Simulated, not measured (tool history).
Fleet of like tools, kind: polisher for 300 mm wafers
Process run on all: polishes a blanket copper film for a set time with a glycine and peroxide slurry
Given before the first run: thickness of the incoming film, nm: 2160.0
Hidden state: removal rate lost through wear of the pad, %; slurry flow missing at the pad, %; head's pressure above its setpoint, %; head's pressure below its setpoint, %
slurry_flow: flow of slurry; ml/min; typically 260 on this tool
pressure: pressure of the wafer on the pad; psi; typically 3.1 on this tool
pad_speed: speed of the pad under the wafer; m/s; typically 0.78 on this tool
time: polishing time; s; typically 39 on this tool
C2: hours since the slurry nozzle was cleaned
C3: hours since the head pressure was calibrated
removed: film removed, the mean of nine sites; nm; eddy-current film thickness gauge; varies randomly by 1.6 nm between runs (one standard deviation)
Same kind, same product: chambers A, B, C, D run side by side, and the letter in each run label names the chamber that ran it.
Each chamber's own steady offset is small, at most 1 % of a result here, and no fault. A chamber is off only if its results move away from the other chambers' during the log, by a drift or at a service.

{"run": "1B", "hour": 11.6, "slurry_flow": 260, "pressure": 3.1, "pad_speed": 0.78, "time": 39, "wafers polished on this pad": 733, "C2": 233.5, "C3": 360.8, "removed": 208.49}
{"hour": 16.8, "done": "chamber D: worn pad replaced by a new one"}
{"run": "2C", "hour": 19.6, "slurry_flow": 260, "pressure": 3.1, "pad_speed": 0.78, "time": 39, "wafers polished on this pad": 723, "C2": 64.3, "C3": 65.2, "removed": 204.98}
{"run": "3D", "hour": 25.5, "slurry_flow": 260, "pressure": 3.1, "pad_speed": 0.78, "time": 39, "wafers polished on this pad": 139, "C2": 375.1, "C3": 791.9, "removed": 203.79}
{"run": "4A", "hour": 31.7, "slurry_flow": 260, "pressure": 3.1, "pad_speed": 0.78, "time": 39, "wafers polished on this pad": 1273, "C2": 443.8, "C3": 119.5, "removed": 205.46}
{"hour": 33.9, "done": "chamber A: worn pad replaced by a new one"}
{"hour": 35.4, "done": "chamber B: worn pad replaced by a new one"}
{"run": "5A", "hour": 41.6, "slurry_flow": 260, "pressure": 3.1, "pad_speed": 0.78, "time": 39, "wafers polished on this pad": 121, "C2": 453.7, "C3": 129.4, "removed": 204.51}
{"run": "6C", "hour": 50.0, "slurry_flow": 260, "pressure": 3.1, "pad_speed": 0.78, "time": 39, "wafers polished on this pad": 1204, "C2": 94.7, "C3": 95.6, "removed": 207.45}
{"run": "7D", "hour": 56.5, "slurry_flow": 260, "pressure": 3.1, "pad_speed": 0.78, "time": 39, "wafers polished on this pad": 630, "C2": 406.1, "C3": 822.9, "removed": 204.81}
{"hour": 58.3, "done": "chamber C: worn pad replaced by a new one"}
{"run": "8B", "hour": 68.0, "slurry_flow": 260, "pressure": 3.1, "pad_speed": 0.78, "time": 39, "wafers polished on this pad": 516, "C2": 289.9, "C3": 417.2, "removed": 204.51}
{"run": "9C", "hour": 78.9, "slurry_flow": 260, "pressure": 3.1, "pad_speed": 0.78, "time": 39, "wafers polished on this pad": 326, "C2": 123.6, "C3": 124.5, "removed": 203.08}
{"run": "10A", "hour": 89.0, "slurry_flow": 260, "pressure": 3.1, "pad_speed": 0.78, "time": 39, "wafers polished on this pad": 872, "C2": 501.1, "C3": 176.8, "removed": 205.31}
{"hour": 92.7, "done": "chamber D: worn pad replaced by a new one"}
{"run": "11D", "hour": 95.0, "slurry_flow": 260, "pressure": 3.1, "pad_speed": 0.78, "time": 39, "wafers polished on this pad": 37, "C2": 444.6, "C3": 861.4, "removed": 201.38}
{"hour": 99.3, "done": "chamber B: worn pad replaced by a new one"}
{"run": "12B", "hour": 105.6, "slurry_flow": 260, "pressure": 3.1, "pad_speed": 0.78, "time": 39, "wafers polished on this pad": 99, "C2": 327.5, "C3": 454.8, "removed": 205.44}
{"run": "13D", "hour": 111.4, "slurry_flow": 260, "pressure": 3.1, "pad_speed": 0.78, "time": 39, "wafers polished on this pad": 297, "C2": 461, "C3": 877.8, "removed": 203.98}
{"hour": 116.2, "done": "chamber A: worn pad replaced by a new one"}
{"run": "14A", "hour": 121.8, "slurry_flow": 260, "pressure": 3.1, "pad_speed": 0.78, "time": 39, "wafers polished on this pad": 89, "C2": 533.9, "C3": 209.6, "removed": 205.29}
{"run": "15B", "hour": 127.0, "slurry_flow": 260, "pressure": 3.1, "pad_speed": 0.78, "time": 39, "wafers polished on this pad": 438, "C2": 348.9, "C3": 476.2, "removed": 206.24}
{"hour": 135.5, "done": "chamber C: worn pad replaced by a new one"}
{"run": "16C", "hour": 136.9, "slurry_flow": 260, "pressure": 3.1, "pad_speed": 0.78, "time": 39, "wafers polished on this pad": 22, "C2": 181.6, "C3": 182.5, "removed": 202.36}
{"run": "17B", "hour": 147.8, "slurry_flow": 260, "pressure": 3.1, "pad_speed": 0.78, "time": 39, "wafers polished on this pad": 768, "C2": 369.7, "C3": 497, "removed": 202.63}
{"hour": 155.6, "done": "chamber D: worn pad replaced by a new one"}
{"run": "18A", "hour": 157.3, "slurry_flow": 260, "pressure": 3.1, "pad_speed": 0.78, "time": 39, "wafers polished on this pad": 651, "C2": 569.4, "C3": 245.1, "removed": 207.12}
{"hour": 159.1, "done": "chamber B: worn pad replaced by a new one"}
{"run": "19D", "hour": 166.9, "slurry_flow": 260, "pressure": 3.1, "pad_speed": 0.78, "time": 39, "wafers polished on this pad": 180, "C2": 516.5, "C3": 933.3, "removed": 202.68}
{"run": "20C", "hour": 174.9, "slurry_flow": 260, "pressure": 3.1, "pad_speed": 0.78, "time": 39, "wafers polished on this pad": 624, "C2": 219.6, "C3": 220.5, "removed": 204.75}
{"hour": 182.8, "done": "chamber B: head pressure recalibrated"}
{"run": "21A", "hour": 183.5, "slurry_flow": 260, "pressure": 3.1, "pad_speed": 0.78, "time": 39, "wafers polished on this pad": 1066, "C2": 595.6, "C3": 271.3, "removed": 207.78}
{"run": "22D", "hour": 190.0, "slurry_flow": 260, "pressure": 3.1, "pad_speed": 0.78, "time": 39, "wafers polished on this pad": 546, "C2": 539.6, "C3": 956.4, "removed": 205.1}
{"hour": 192.3, "done": "chamber C: slurry nozzle cleaned"}
{"run": "23C", "hour": 201.2, "slurry_flow": 260, "pressure": 3.1, "pad_speed": 0.78, "time": 39, "wafers polished on this pad": 1040, "C2": 8.9, "C3": 246.8, "removed": 205.09}
{"hour": 203.9, "done": "chamber C: worn pad replaced by a new one"}
{"hour": 207.8, "done": "chamber A: worn pad replaced by a new one"}
{"run": "24B", "hour": 212.2, "slurry_flow": 260, "pressure": 3.1, "pad_speed": 0.78, "time": 39, "wafers polished on this pad": 841, "C2": 434.1, "C3": 29.4, "removed": 191}
{"hour": 214.6, "done": "chamber B: worn pad replaced by a new one"}
{"hour": 217.5, "done": "chamber D: worn pad replaced by a new one"}
{"run": "25B", "hour": 223.3, "slurry_flow": 260, "pressure": 3.1, "pad_speed": 0.78, "time": 39, "wafers polished on this pad": 139, "C2": 445.2, "C3": 40.5, "removed": 193.67}
{"run": "26C", "hour": 229.4, "slurry_flow": 260, "pressure": 3.1, "pad_speed": 0.78, "time": 39, "wafers polished on this pad": 404, "C2": 37.1, "C3": 275, "removed": 203.4}
{"run": "27A", "hour": 236.0, "slurry_flow": 340, "pressure": 2.6, "pad_speed": 0.78, "time": 39, "wafers polished on this pad": 446, "C2": 648.1, "C3": 323.8, "removed": 182.05}
{"run": "28D", "hour": 245.7, "slurry_flow": 340, "pressure": 2.6, "pad_speed": 0.78, "time": 39, "wafers polished on this pad": 447, "C2": 595.3, "C3": 1012.1, "removed": 183.13}
{"run": "29B", "hour": 254.3, "slurry_flow": 340, "pressure": 2.6, "pad_speed": 0.78, "time": 39, "wafers polished on this pad": 629, "C2": 476.2, "C3": 71.5, "removed": 169.04}
{"run": "30C", "hour": 265.8, "slurry_flow": 340, "pressure": 2.6, "pad_speed": 0.78, "time": 39, "wafers polished on this pad": 980, "C2": 73.5, "C3": 311.4, "removed": 182.41}
{"run": "31D", "hour": 272.2, "slurry_flow": 260, "pressure": 3.1, "pad_speed": 0.78, "time": 39, "wafers polished on this pad": 867, "C2": 621.8, "C3": 1038.6, "removed": 204.8}
{"hour": 280.4, "done": "chamber B: worn pad replaced by a new one"}
{"hour": 281.8, "done": "chamber C: worn pad replaced by a new one"}
{"run": "32A", "hour": 282.5, "slurry_flow": 260, "pressure": 3.1, "pad_speed": 0.78, "time": 39, "wafers polished on this pad": 1182, "C2": 694.6, "C3": 370.3, "removed": 205.91}
{"run": "33C", "hour": 293.7, "slurry_flow": 260, "pressure": 3.1, "pad_speed": 0.78, "time": 26, "wafers polished on this pad": 189, "C2": 101.4, "C3": 339.3, "removed": 136.02}
{"hour": 294.2, "done": "chamber A: slurry nozzle cleaned"}
{"hour": 297.2, "done": "chamber A: worn pad replaced by a new one"}
{"run": "34A", "hour": 299.7, "slurry_flow": 260, "pressure": 3.1, "pad_speed": 0.78, "time": 26, "wafers polished on this pad": 40, "C2": 5.6, "C3": 387.5, "removed": 137.81}
{"run": "35B", "hour": 307.6, "slurry_flow": 260, "pressure": 3.1, "pad_speed": 0.78, "time": 26, "wafers polished on this pad": 432, "C2": 529.5, "C3": 124.8, "removed": 127.93}

Which is it: a chamber that has drifted or been left off by a service, a gauge drift common to all chambers, or only each chamber's usual small offset? If a chamber is off, name it and its likeliest cause.

A service left chamber B off against the others.
What lies behind it: head's pressure below its setpoint, % = 8.34.

Below are 4 candidate recipes for chamber B's next run, each the usual settings with a change, their results shown as question marks. Which of them brings B's results back in line with what the other chambers give on the usual settings?
A result is in line if it is within this distance of the other chambers' mean on the usual settings: removed 5.7 nm
{"run": "36B-1", "hour": 316.2, "slurry_flow": 260, "pressure": 3, "pad_speed": 0.76, "time": 38, "removed": "?"}
{"run": "36B-2", "hour": 316.2, "slurry_flow": 260, "pressure": 3.1, "pad_speed": 0.78, "time": 42, "removed": "?"}
{"run": "36B-3", "hour": 316.2, "slurry_flow": 260, "pressure": 3, "pad_speed": 0.74, "time": 37, "removed": "?"}
{"run": "36B-4", "hour": 316.2, "slurry_flow": 265, "pressure": 3.1, "pad_speed": 0.9, "time": 39, "removed": "?"}

The other chambers' mean on the usual settings: removed 205.39 nm
run=36B-1 removed=177.5
run=36B-2 removed=205.49
run=36B-3 removed=169.23
run=36B-4 removed=214.75
Change 36B-2 lands the chamber within the allowed miss of the other chambers.
